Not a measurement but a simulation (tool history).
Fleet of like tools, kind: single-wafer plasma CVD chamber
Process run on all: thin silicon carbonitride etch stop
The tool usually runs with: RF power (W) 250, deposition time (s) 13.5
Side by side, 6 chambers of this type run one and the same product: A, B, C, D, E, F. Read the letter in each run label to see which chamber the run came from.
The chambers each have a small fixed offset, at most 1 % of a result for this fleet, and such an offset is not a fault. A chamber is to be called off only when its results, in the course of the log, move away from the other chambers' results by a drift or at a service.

run,hour,RF power (W),deposition time (s),"read-back reference wafer on the same gauge, thickness_nm",mean film thickness on the monitor wafer (Å)
1F,5.7,250,13.5,7.5800,82.175
2B,9.8,250,13.5,7.5807,81.545
3A,16.3,250,13.5,7.5761,82.606
4C,23.9,250,13.5,7.5758,82.699
5D,28.5,250,13.5,7.5734,81.921
6E,35.0,250,13.5,7.5740,81.591
7E,42.4,250,13.5,7.5724,81.637
8D,50.7,250,13.5,7.5686,81.968
9F,57.9,250,13.5,7.5687,82.037
10C,62.7,235,13.5,7.5651,80.953
11B,67.6,235,13.5,7.5652,80.089
12A,73.4,235,13.5,7.5660,81.100
13D,79.7,235,13.5,7.5606,80.232
14A,85.9,235,13.5,7.5610,81.113
15C,91.2,235,13.5,7.5606,80.763
16F,95.4,250,13.5,7.5612,82.273
17E,100.3,250,13.5,7.5589,81.392
18B,106.0,250,13.5,7.5560,81.370
19E,111.7,250,13.5,7.5578,81.278
20C,116.9,250,13.5,7.5586,82.321
21D,120.6,250,13.5,7.5509,81.722
22B,124.6,250,13.5,7.5524,81.046
23A,132.0,250,13.5,7.5556,82.478
24F,136.1,250,13.5,7.5479,82.077
25C,144.1,250,13.5,7.5473,82.384
26A,150.4,285,15.8,7.5454,100.220
27F,155.0,285,15.8,7.5457,99.748
28E,161.9,285,15.8,7.5443,98.813
29D,169.9,285,15.8,7.5418,99.502
30B,174.5,285,15.8,7.5436,99.036
31A,181.1,285,15.8,7.5412,100.010
32C,186.5,250,13.5,7.5406,82.414
33D,194.2,250,13.5,7.5378,81.673
34E,201.2,250,13.5,7.5351,80.900
35B,205.1,250,13.5,7.5376,81.299
36F,210.2,250,13.5,7.5351,82.016
37D,215.4,275,12.4,7.5330,77.253
38A,221.1,275,12.4,7.5346,77.591
39C,227.5,275,12.4,7.5314,77.487

Predict what each chamber gives when all 6 of them run the settings below next.
40A,233.4,250,13.5,,?
40B,233.4,250,13.5,,?
40C,233.4,250,13.5,,?
40D,233.4,250,13.5,,?
40E,233.4,250,13.5,,?
40F,233.4,250,13.5,,?

run,mean film thickness on the monitor wafer (Å)
40A,82.004
40B,81.096
40C,82.234
40D,81.486
40E,81.122
40F,81.709
